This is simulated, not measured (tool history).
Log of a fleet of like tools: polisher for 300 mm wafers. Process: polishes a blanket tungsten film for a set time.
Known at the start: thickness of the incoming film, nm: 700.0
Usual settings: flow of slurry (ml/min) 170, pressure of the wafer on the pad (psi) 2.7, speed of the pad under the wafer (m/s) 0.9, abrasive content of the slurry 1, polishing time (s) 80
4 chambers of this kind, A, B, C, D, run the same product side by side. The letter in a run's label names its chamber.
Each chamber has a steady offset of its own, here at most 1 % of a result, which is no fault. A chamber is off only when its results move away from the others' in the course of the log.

run	hour	flow of slurry (ml/min)	pressure of the wafer on the pad (psi)	speed of the pad under the wafer (m/s)	abrasive content of the slurry	polishing time (s)	wafers polished on this pad	hours since the slurry nozzle was cleaned	hours since the head pressure was calibrated	hours since the slurry blender was calibrated	hours since the slurry got fresh peroxide	film removed (angstrom)
1A	3.2	170	2.7	0.9	1	80	183	472	819.1	29.1	22.3	1985.7
2D	7.1	170	2.7	0.9	1	80	806	248.8	313.4	284.3	15.9	1982
3B	9.4	170	2.7	0.9	1	80	459	245.8	310.2	113	55.6	1994.3
# hour 12.6: chamber C: slurry tank refilled with fresh slurry and peroxide
4C	12.6	170	2.7	0.9	1	80	469	105.6	404.3	402.9	0	1987.6
5C	15.2	170	2.7	0.9	1	80	488	108.2	406.9	405.5	2.6	1997.8
# hour 15.7: chamber D: slurry blender recalibrated
# hour 17.3: chamber B: slurry nozzle cleaned
6B	19.2	170	2.7	0.9	1	80	531	2	320	122.8	65.4	1989.9
7D	24	170	2.7	1.18	1	61	931	265.7	330.3	8.4	32.8	2015.6
8A	28.6	170	2.7	1.18	1	61	371	497.4	844.5	54.5	47.7	1972.2
# hour 32.1: chamber B: slurry tank refilled with fresh slurry and peroxide
9D	32.9	170	2.7	1.18	1	61	997	274.6	339.2	17.3	41.7	1976.1
# hour 34.2: chamber A: slurry tank refilled with fresh slurry and peroxide
10A	37.7	170	2.7	1.18	1	61	439	506.5	853.6	63.6	3.6	1964.2
11C	40.8	170	2.7	1.02	1	80	678	133.8	432.5	431.1	28.2	2290.2
12B	43.6	170	2.7	1.02	1	80	712	26.4	344.4	147.2	11.5	2260.2
13B	47.6	170	2.7	1.02	1	80	742	30.4	348.4	151.2	15.5	2253
14C	52	170	2.7	1.02	1	80	761	145	443.7	442.3	39.4	2267.8
15A	54.9	170	2.7	0.9	1	80	566	523.7	870.8	80.8	20.8	1948.5
# hour 55: chamber C: worn pad replaced by a new one
# hour 58.6: chamber B: head pressure recalibrated
16D	58.8	170	2.7	0.9	1	80	1189	300.5	365.1	43.2	67.6	1985.5
# hour 59.6: chamber D: worn pad replaced by a new one
17D	62.6	170	2.7	0.9	1	80	22	304.3	368.9	47	71.4	2011.1
18A	66.2	170	2.7	0.9	1	80	650	535	882.1	92.1	32.1	1936.6
19B	68.3	170	2.7	0.9	1	80	895	51.1	9.7	171.9	36.2	2000
# hour 68.4: chamber D: head pressure recalibrated
20C	71.3	170	2.7	0.9	1	80	121	164.3	463	461.6	58.7	2010.6
21C	75.9	170	2.7	0.9	1	80	155	168.9	467.6	466.2	63.3	1989.8
22B	80.1	170	2.7	0.9	1.25	58	983	62.9	21.5	183.7	48	1538.4
23A	84.1	170	2.7	0.9	1.25	58	783	552.9	900	110	50	1468.1
# hour 84.5: chamber A: slurry tank refilled with fresh slurry and peroxide
24D	86.4	170	2.7	0.9	1.25	58	198	328.1	18	70.8	95.2	1520.6
25B	89.4	170	2.7	0.9	1.25	58	1052	72.2	30.8	193	57.3	1540.5
# hour 90.2: chamber D: slurry nozzle cleaned
26D	93	170	2.3	0.9	1	80	247	2.9	24.6	77.4	101.8	1708.4
27C	95.2	170	2.3	0.9	1	80	298	188.2	486.9	485.5	82.6	1707.5
28A	99.5	170	2.3	0.9	1	80	897	568.3	915.4	125.4	15.1	1615.3
29A	102.4	170	2.3	0.9	1	80	918	571.2	918.3	128.3	18	1616.4
# hour 103.3: chamber D: slurry tank refilled with fresh slurry and peroxide
# hour 103.9: chamber C: slurry blender recalibrated
30C	105.5	170	2.7	0.9	1	80	374	198.5	497.2	1.6	92.9	2013.3
# hour 107.5: chamber B: slurry tank refilled with fresh slurry and peroxide
31D	109.9	170	2.7	0.9	1	80	373	19.8	41.5	94.3	6.6	1994.1
32B	112.4	170	2.7	0.9	1	80	1222	95.2	53.8	216	4.9	1988
33B	115.3	170	2.7	0.9	1	80	1244	98.1	56.7	218.9	7.8	2001.6
34D	117.7	170	2.7	0.9	1	80	430	27.6	49.3	102.1	14.4	2005.7
# hour 119.5: chamber B: slurry blender recalibrated
35A	121	170	2.7	0.9	1	80	1056	589.8	936.9	146.9	36.6	1875.3
# hour 123.2: chamber C: slurry tank refilled with fresh slurry and peroxide
36C	125.5	170	2.7	0.9	1	80	522	218.5	517.2	21.6	2.4	2011.9
37D	129.8	170	2.7	0.8	1.1	80	520	39.7	61.4	114.2	26.5	1812.3
# hour 132.6: chamber A: slurry blender recalibrated
# hour 133.3: chamber B: worn pad replaced by a new one
38C	133.3	170	2.7	0.8	1.1	80	580	226.3	525	29.4	10.2	1813.9
# hour 135.3: chamber A: slurry tank refilled with fresh slurry and peroxide
39B	137.8	170	2.7	0.8	1.1	80	33	120.6	79.2	18.3	30.3	1824.2
40A	140.6	170	2.7	0.8	1.1	80	1201	609.4	956.5	8.1	5.3	1683.1
41A	142.8	170	2.7	0.9	1	80	1218	611.6	958.7	10.3	7.5	1861
42D	145.6	170	2.7	0.9	1	80	637	55.5	77.2	130	42.3	2020.2

Next, every chamber runs the same settings. What will each give?
43A	149.1	170	2.7	0.9	0.85	80						?
43B	149.1	170	2.7	0.9	0.85	80						?
43C	149.1	170	2.7	0.9	0.85	80						?
43D	149.1	170	2.7	0.9	0.85	80						?

run	film removed (angstrom)
43A	1774.7
43B	1911.8
43C	1926.3
43D	1924.7
